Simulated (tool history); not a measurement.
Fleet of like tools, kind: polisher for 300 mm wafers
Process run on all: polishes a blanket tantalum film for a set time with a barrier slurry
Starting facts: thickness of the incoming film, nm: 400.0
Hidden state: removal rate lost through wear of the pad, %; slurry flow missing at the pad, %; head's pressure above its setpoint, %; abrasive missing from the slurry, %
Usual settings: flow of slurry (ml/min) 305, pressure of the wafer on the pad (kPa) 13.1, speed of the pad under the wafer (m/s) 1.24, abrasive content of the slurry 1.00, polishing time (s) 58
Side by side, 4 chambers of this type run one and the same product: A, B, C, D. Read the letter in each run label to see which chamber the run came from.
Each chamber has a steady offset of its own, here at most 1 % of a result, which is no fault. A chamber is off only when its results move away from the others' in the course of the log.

run   hour  flow of slurry (ml/min)  pressure of the wafer on the pad (kPa)  speed of the pad under the wafer (m/s)  abrasive content of the slurry  polishing time (s)  wafers polished on this pad  hours since the slurry nozzle was cleaned  hours since the head pressure was calibrated  hours since the slurry blender was calibrated  film removed (nm)
 1A    9.3                      305                                    13.1                                    1.24                            1.00                  58                          802                                      242.8                                         437.3                                          248.8            129.720
 2B   20.5                      305                                    13.1                                    1.24                            1.00                  58                          306                                      396.0                                         989.1                                          159.2            131.200
 3D   30.9                      305                                    13.1                                    1.24                            1.00                  58                          570                                      526.4                                         480.3                                          132.5            132.820
      33.4  -- chamber B: slurry nozzle cleaned
      35.2  -- chamber B: slurry blender recalibrated
      41.4  -- chamber D: slurry blender recalibrated
 4C   41.8                      305                                    13.1                                    1.24                            1.00                  58                          785                                      476.3                                         526.5                                          155.4            130.920
 5A   54.6                      305                                    13.1                                    1.24                            1.00                  58                         1397                                      288.1                                         482.6                                          294.1            131.300
      57.9  -- chamber A: slurry blender recalibrated
 6C   68.3                      305                                    13.1                                    1.24                            1.00                  58                         1133                                      502.8                                         553.0                                          181.9            131.480
      76.1  -- chamber A: worn pad replaced by a new one
      78.4  -- chamber C: worn pad replaced by a new one
      82.3  -- chamber C: head pressure recalibrated
 7B   82.7                      305                                    13.1                                    1.24                            1.00                  58                         1123                                       49.4                                        1051.3                                           47.5            131.540
 8D   90.1                      305                                    13.1                                    1.24                            1.00                  65                         1347                                      585.6                                         539.5                                           48.8            149.990
      93.6  -- chamber B: worn pad replaced by a new one
 9A   99.1                      305                                    13.1                                    1.24                            1.00                  65                          302                                      332.6                                         527.1                                           41.3            147.630
     113.1  -- chamber D: worn pad replaced by a new one
10C  113.8                      305                                    13.1                                    1.24                            1.00                  65                          465                                      548.3                                          31.6                                          227.4            147.740
     125.3  -- chamber C: slurry blender recalibrated
11D  125.7                      305                                    13.1                                    1.24                            1.00                  65                          166                                      621.2                                         575.1                                           84.4            149.700
12B  140.0                      305                                    13.1                                    1.24                            1.00                  50                          609                                      106.7                                        1108.6                                          104.8            112.910
13B  154.5                      305                                    13.1                                    1.24                            1.00                  50                          800                                      121.2                                        1123.1                                          119.3            112.660
14D  163.1                      305                                    13.1                                    1.24                            1.00                  50                          657                                      658.6                                         612.5                                          121.8            113.430
     169.4  -- chamber B: worn pad replaced by a new one
15C  174.3                      305                                    13.1                                    1.24                            1.00                  50                         1260                                      608.8                                          92.1                                           49.0            114.830
     174.9  -- chamber B: slurry blender recalibrated
     181.8  -- chamber C: worn pad replaced by a new one
16A  189.3                      305                                    13.1                                    1.24                            1.00                  58                         1487                                      422.8                                         617.3                                          131.5            131.570
     193.5  -- chamber D: slurry blender recalibrated
17B  197.9                      305                                    13.1                                    1.24                            1.00                  40                          375                                      164.6                                        1166.5                                           23.0             91.584
     205.1  -- chamber A: worn pad replaced by a new one
18A  207.4                      305                                    13.1                                    1.24                            1.00                  40                           30                                      440.9                                         635.4                                          149.6             89.070
19C  216.2                      305                                    13.1                                    1.24                            1.00                  40                          452                                      650.7                                         134.0                                           90.9             90.698
     221.9  -- chamber D: slurry nozzle cleaned
20D  226.8                      305                                    13.1                                    1.24                            1.00                  40                         1494                                        5.0                                         676.2                                           33.4             92.288
     230.4  -- chamber D: worn pad replaced by a new one
21D  239.6                      305                                    13.1                                    1.24                            1.00                  58                          122                                       17.8                                         689.0                                           46.2            136.270
     254.2  -- chamber B: worn pad replaced by a new one
22A  254.3                      305                                    13.1                                    1.24                            1.00                  58                          646                                      487.8                                         682.3                                          196.5            132.750
     262.1  -- chamber B: head pressure recalibrated
     263.7  -- chamber C: worn pad replaced by a new one
23C  265.7                      305                                    13.1                                    1.24                            1.00                  58                           27                                      700.2                                         183.5                                          140.4            131.510
24B  279.6                      305                                    13.1                                    1.24                            1.00                  58                          334                                      246.3                                          17.6                                          104.7            145.240
25D  295.0                      305                                    13.1                                    1.24                            1.00                  58                          849                                       73.2                                         744.4                                          101.6            133.640
26C  304.7                      305                                    13.1                                    1.24                            1.00                  58                          539                                      739.2                                         222.5                                          179.4            131.590
     316.8  -- chamber A: worn pad replaced by a new one
27B  317.7                      305                                    13.1                                    1.24                            1.00                  58                          834                                      284.4                                          55.7                                          142.8            145.750
28A  325.6                      305                                    13.1                                    0.90                            1.15                  58                          115                                      559.1                                         753.6                                          267.8             99.747
     330.8  -- chamber D: worn pad replaced by a new one
     335.0  -- chamber B: slurry blender recalibrated
     337.8  -- chamber B: worn pad replaced by a new one
29A  341.0                      305                                    13.1                                    0.90                            1.15                  58                          317                                      574.5                                         769.0                                          283.2            100.690
30B  350.5                      305                                    13.1                                    0.90                            1.15                  58                          167                                      317.2                                          88.5                                           15.6            111.040
     359.5  -- chamber C: worn pad replaced by a new one
     360.6  -- chamber B: slurry nozzle cleaned
31C  362.3                      305                                    13.1                                    0.90                            1.15                  58                           36                                      796.8                                         280.1                                          237.0            100.780
     362.7  -- chamber A: slurry blender recalibrated
     364.5  -- chamber D: slurry blender recalibrated
32D  377.3                      305                                    13.1                                    1.24                            1.00                  58                          611                                      155.5                                         826.7                                           12.9            133.790
     378.7  -- chamber C: slurry blender recalibrated
     383.8  -- chamber D: head pressure recalibrated
     388.0  -- chamber C: slurry nozzle cleaned
33A  390.6                      305                                    13.1                                    1.24                            1.20                  58                          969                                      624.1                                         818.6                                           28.0            140.600
34B  403.7                      305                                    13.1                                    1.24                            1.20                  58                          866                                       43.1                                         141.7                                           68.8            150.790
35D  414.1                      305                                    13.1                                    1.24                            1.20                  58                         1095                                      192.3                                          30.4                                           49.7            138.200
36C  422.5                      305                                    13.1                                    1.24                            1.20                  58                          827                                       34.6                                         340.3                                           43.8            137.290

All 4 chambers run these settings next. Forecast each chamber's results:
37A  433.8                      305                                    13.1                                    1.24                            1.00                  58                                                                                                                                                                                       ?
37B  433.8                      305                                    13.1                                    1.24                            1.00                  58                                                                                                                                                                                       ?
37C  433.8                      305                                    13.1                                    1.24                            1.00                  58                                                                                                                                                                                       ?
37D  433.8                      305                                    13.1                                    1.24                            1.00                  58                                                                                                                                                                                       ?

run  film removed (nm)
37A            133.100
37B            146.430
37C            133.890
37D            129.520
